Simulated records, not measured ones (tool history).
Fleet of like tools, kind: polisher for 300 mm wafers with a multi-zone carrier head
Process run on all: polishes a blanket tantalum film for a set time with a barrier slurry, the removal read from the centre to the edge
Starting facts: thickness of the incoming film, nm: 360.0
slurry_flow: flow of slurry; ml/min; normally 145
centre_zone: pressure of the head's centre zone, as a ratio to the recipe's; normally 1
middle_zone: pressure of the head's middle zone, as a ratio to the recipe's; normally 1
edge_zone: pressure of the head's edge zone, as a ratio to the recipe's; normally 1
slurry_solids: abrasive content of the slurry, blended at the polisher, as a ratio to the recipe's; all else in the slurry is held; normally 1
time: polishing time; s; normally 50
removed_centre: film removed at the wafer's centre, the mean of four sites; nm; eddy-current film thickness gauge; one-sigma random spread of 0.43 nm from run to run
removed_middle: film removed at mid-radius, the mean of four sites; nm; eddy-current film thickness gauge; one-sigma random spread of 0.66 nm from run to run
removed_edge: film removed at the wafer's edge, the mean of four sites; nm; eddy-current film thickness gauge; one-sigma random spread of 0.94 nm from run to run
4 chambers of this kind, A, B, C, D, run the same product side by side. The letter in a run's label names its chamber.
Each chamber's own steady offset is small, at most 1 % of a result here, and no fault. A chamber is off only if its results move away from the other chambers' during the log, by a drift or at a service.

run	hour	slurry_flow	centre_zone	middle_zone	edge_zone	slurry_solids	time	wafers polished on this pad	hours since the slurry nozzle was cleaned	hours since the centre zone pressure was calibrated	hours since the edge zone pressure was calibrated	removed_centre	removed_middle	removed_edge
1D	4.1	145	1	1	1	1	50	751	49.8	115	256.1	66.979	66.346	67.154
2B	10.3	145	1	1	1	1	50	1140	436	674.5	541.3	66.789	68.399	66.933
3C	15	145	1	1	1	1	50	555	267.5	677.8	126.9	67.306	67.385	66.045
# hour 19.2: chamber D: worn pad replaced by a new one
4A	21.9	145	1	1	1	1	50	395	480.8	568.9	219.4	66.006	68.061	65.98
# hour 25.6: chamber C: worn pad replaced by a new one
5A	27.5	145	1	1	1	1	50	451	486.4	574.5	225	66.245	65.309	67.88
6D	35.5	145	1	1	1	1	50	161	81.2	146.4	287.5	66.024	66.929	68.272
# hour 38.8: chamber B: worn pad replaced by a new one
7C	43.3	145	1	1	1	1	50	175	295.8	706.1	155.2	66.903	67.089	66.371
8B	47.7	145	1	1	1	1	50	88	473.4	711.9	578.7	66.379	67.13	67.802
9C	54.2	145	1	1	1	1	50	282	306.7	717	166.1	66.247	67.69	67.64
10B	58.1	145	1	1	1	1	50	190	483.8	722.3	589.1	67.521	66.905	68.99
11A	65	145	1	1	1	1	50	820	523.9	612	262.5	66.589	66.846	66.113
12D	68.8	145	1	1	1	1	50	489	114.5	179.7	320.8	66.536	67.905	65.623
# hour 76.4: chamber A: slurry nozzle cleaned
13D	77.4	145	1	1	1	1	50	573	123.1	188.3	329.4	67.212	67.712	67.01
14B	82.8	145	1	1	1	1	50	434	508.5	747	613.8	66.968	66.749	67.382
# hour 85.1: chamber C: worn pad replaced by a new one
15C	88.6	145	1	1	1	1	50	34	341.1	751.4	200.5	66.853	67.634	66.898
16A	96.5	145	1	1	1	1	50	1130	20.2	643.5	294	65.344	65.189	65.059
17D	101.4	145	1	1	1	1	50	810	147.1	212.3	353.4	66.968	67.626	66.569
18B	106.3	145	1	1	1	1	50	665	532	770.5	637.3	67.272	67.204	67.066
# hour 111.6: chamber D: worn pad replaced by a new one
19A	114.7	145	1	1	1	1	50	1309	38.4	661.7	312.2	64.756	65.682	64.48
20C	123.2	130	1	1	1	1	50	375	375.7	786	235.1	65.89	66.484	64.165
21B	131.6	130	1	1	1	1	50	914	557.3	795.8	662.6	65.423	65.438	66.885
22D	137.8	130	1	1	1	1	50	258	183.5	248.7	389.8	65.554	64.937	66.154
23C	143.6	130	1	1	1	1	50	576	396.1	806.4	255.5	66	65.592	65.97
24A	147.7	145	1	1	1	1	50	1634	71.4	694.7	345.2	63.736	64.188	64.781
25B	152.8	145	1	1	1	1	50	1123	578.5	817	683.8	66.997	68.335	67.147
# hour 155.8: chamber C: worn pad replaced by a new one
26A	160.5	145	1	1	0.93	1	62	1760	84.2	707.5	358	78.672	79.39	75.891
27D	167.2	145	1	1	0.93	1	62	548	212.9	278.1	419.2	82.49	84.51	78.975
# hour 172.1: chamber B: worn pad replaced by a new one
28C	175.1	145	1	1	0.93	1	62	190	427.6	837.9	287	82.976	84.499	80.798
29C	183.3	145	1	1	0.93	1	62	271	435.8	846.1	295.2	83.031	85.288	78.795
30A	188.2	145	1	1	1	1	50	2033	111.9	735.2	385.7	61.902	61.8	62.582
31D	195.9	145	1	1	1	1	50	830	241.6	306.8	447.9	67.208	67.286	65.787
32B	201.9	145	1	1	1	1	50	294	627.6	866.1	732.9	67.891	67.219	66.92
33C	210.6	145	1	1	1	1	50	540	463.1	873.4	322.5	66.461	67.92	67.12
34B	216.7	145	1	1	1	1	50	439	642.4	880.9	747.7	66.591	67.333	67.114

Decide between three cases: one chamber stands off from its peers, the gauge reading all wafers drifts, or nothing is wrong past each chamber's small offset. Where a chamber is off, say which and what most likely put it there.

Little by little, chamber A moves away from the other chambers.
What lies behind it: removal rate lost through wear of the pad, % = 8.2.

Which of the 4 candidates below, each the usual settings with something changed and its results left as question marks, puts chamber A back in line with what the other chambers give on the usual settings?
Maximum distance from the other chambers' mean on the usual settings for a result to count as in line: removed_centre 1.5 nm; removed_middle 2.3 nm; removed_edge 3.3 nm
35A-1	222.9	145	0.99	1	1	1	46					?	?	?
35A-2	222.9	150	1.01	1	1	1	54					?	?	?
35A-3	222.9	145	1	1	1	1	48					?	?	?
35A-4	222.9	145	1	1	1	1	52					?	?	?

The mean the other chambers reach with the usual settings: removed_centre 67.082 nm; removed_middle 67.359 nm; removed_edge 66.788 nm
run	removed_centre	removed_middle	removed_edge
35A-1	55.512	56.733	56.106
35A-2	67.092	67.039	66.181
35A-3	58.557	59.196	58.545
35A-4	63.437	64.129	63.424
35A-2 puts the chamber back in line with the other chambers.
